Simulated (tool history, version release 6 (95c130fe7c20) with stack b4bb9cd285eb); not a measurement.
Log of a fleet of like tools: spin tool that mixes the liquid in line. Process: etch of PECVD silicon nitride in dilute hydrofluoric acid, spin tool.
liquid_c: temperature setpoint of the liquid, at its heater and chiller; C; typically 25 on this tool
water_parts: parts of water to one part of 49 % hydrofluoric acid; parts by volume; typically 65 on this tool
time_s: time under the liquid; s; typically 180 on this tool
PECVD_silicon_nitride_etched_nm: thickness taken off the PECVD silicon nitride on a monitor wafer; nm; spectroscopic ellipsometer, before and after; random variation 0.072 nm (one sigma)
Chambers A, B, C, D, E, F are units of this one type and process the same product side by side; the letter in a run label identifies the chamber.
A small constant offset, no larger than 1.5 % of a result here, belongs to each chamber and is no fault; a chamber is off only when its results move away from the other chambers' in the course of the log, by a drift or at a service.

| run | hour | liquid_c | water_parts | time_s | read-back film thickness of the PECVD silicon nitride reference wafer, read on the same gauge (nm) | PECVD_silicon_nitride_etched_nm |
|---|---|---|---|---|---|---|
| 1F | 11.6 | 25 | 65 | 180 | 110 | 8.4172 |
| 2A | 23.5 | 25 | 65 | 180 | 110.06 | 8.3256 |
| 3D | 36.9 | 25 | 65 | 180 | 110 | 8.4658 |
| 4B | 51.9 | 25 | 65 | 180 | 109.99 | 8.3931 |
|  | 61.7 | chamber F: thermometer replaced |
| 5C | 61.7 | 25 | 65 | 180 | 109.99 | 8.5442 |
| 6E | 71.9 | 25 | 65 | 180 | 110.02 | 8.2427 |
| 7D | 82.3 | 25 | 65 | 180 | 110.04 | 8.2943 |
| 8F | 96.9 | 25 | 65 | 180 | 110 | 8.4523 |
| 9B | 110.2 | 25 | 65 | 180 | 110.01 | 8.4157 |
| 10C | 118.3 | 25 | 65 | 180 | 110 | 8.4541 |
| 11E | 132.3 | 25 | 65 | 180 | 109.99 | 8.3806 |
| 12A | 141.7 | 25 | 65 | 180 | 110.01 | 8.4549 |
| 13A | 153.5 | 25 | 65 | 240 | 110.03 | 11.257 |
| 14B | 168.2 | 25 | 65 | 240 | 109.94 | 11.118 |
| 15D | 179.4 | 25 | 65 | 240 | 109.99 | 11.21 |
| 16F | 191.7 | 25 | 65 | 240 | 110 | 11.28 |
| 17E | 200 | 25 | 65 | 240 | 110.01 | 11.302 |
| 18C | 215 | 25 | 65 | 240 | 109.96 | 10.941 |
| 19C | 221.9 | 25 | 65 | 180 | 109.99 | 8.1875 |
| 20E | 233.5 | 25 | 85 | 180 | 109.99 | 6.4308 |
| 21A | 243.3 | 25 | 85 | 180 | 109.99 | 6.5107 |
| 22F | 256.4 | 25 | 85 | 180 | 109.99 | 6.3834 |
| 23D | 270.9 | 25 | 85 | 180 | 109.99 | 6.5559 |
| 24B | 285.2 | 25 | 85 | 180 | 109.99 | 6.3535 |
| 25F | 296.3 | 25 | 85 | 180 | 110.02 | 6.5568 |
| 26C | 303.2 | 25 | 65 | 180 | 110.05 | 8.0746 |
| 27B | 318.4 | 25 | 65 | 180 | 109.97 | 8.3741 |
| 28D | 333.7 | 25 | 65 | 180 | 110.02 | 8.4025 |
| 29E | 347.1 | 25 | 95 | 235 | 109.97 | 7.5462 |
| 30A | 360.4 | 25 | 95 | 235 | 109.99 | 7.5243 |
|  | 366.8 | chamber A: thermometer replaced |
|  | 371 | chamber C: hydrofluoric acid flow meter replaced |
| 31F | 374.5 | 25 | 95 | 235 | 110.04 | 7.6334 |
| 32D | 386.8 | 25 | 95 | 235 | 109.98 | 7.5843 |
| 33E | 395.5 | 25 | 95 | 235 | 109.98 | 7.6518 |
| 34B | 405.2 | 25 | 95 | 235 | 110 | 7.4369 |
| 35A | 419 | 25 | 65 | 180 | 109.99 | 8.4101 |
| 36C | 425.9 | 25 | 65 | 180 | 109.93 | 7.7914 |
| 37A | 438.5 | 25 | 65 | 230 | 110.04 | 10.737 |
| 38E | 447.1 | 25 | 65 | 230 | 109.98 | 10.848 |
| 39F | 454.5 | 25 | 65 | 230 | 110.02 | 11.011 |
| 40C | 465 | 25 | 65 | 230 | 109.98 | 9.8591 |

All chambers now run identical settings, listed one chamber a line with results as question marks. What results will each chamber show?
| 41A | 476 | 23.5 | 65 | 180 |  | ? |
| 41B | 476 | 23.5 | 65 | 180 |  | ? |
| 41C | 476 | 23.5 | 65 | 180 |  | ? |
| 41D | 476 | 23.5 | 65 | 180 |  | ? |
| 41E | 476 | 23.5 | 65 | 180 |  | ? |
| 41F | 476 | 23.5 | 65 | 180 |  | ? |

| run | PECVD_silicon_nitride_etched_nm |
|---|---|
| 41A | 7.7028 |
| 41B | 7.658 |
| 41C | 7.0734 |
| 41D | 7.5793 |
| 41E | 7.5639 |
| 41F | 7.6325 |

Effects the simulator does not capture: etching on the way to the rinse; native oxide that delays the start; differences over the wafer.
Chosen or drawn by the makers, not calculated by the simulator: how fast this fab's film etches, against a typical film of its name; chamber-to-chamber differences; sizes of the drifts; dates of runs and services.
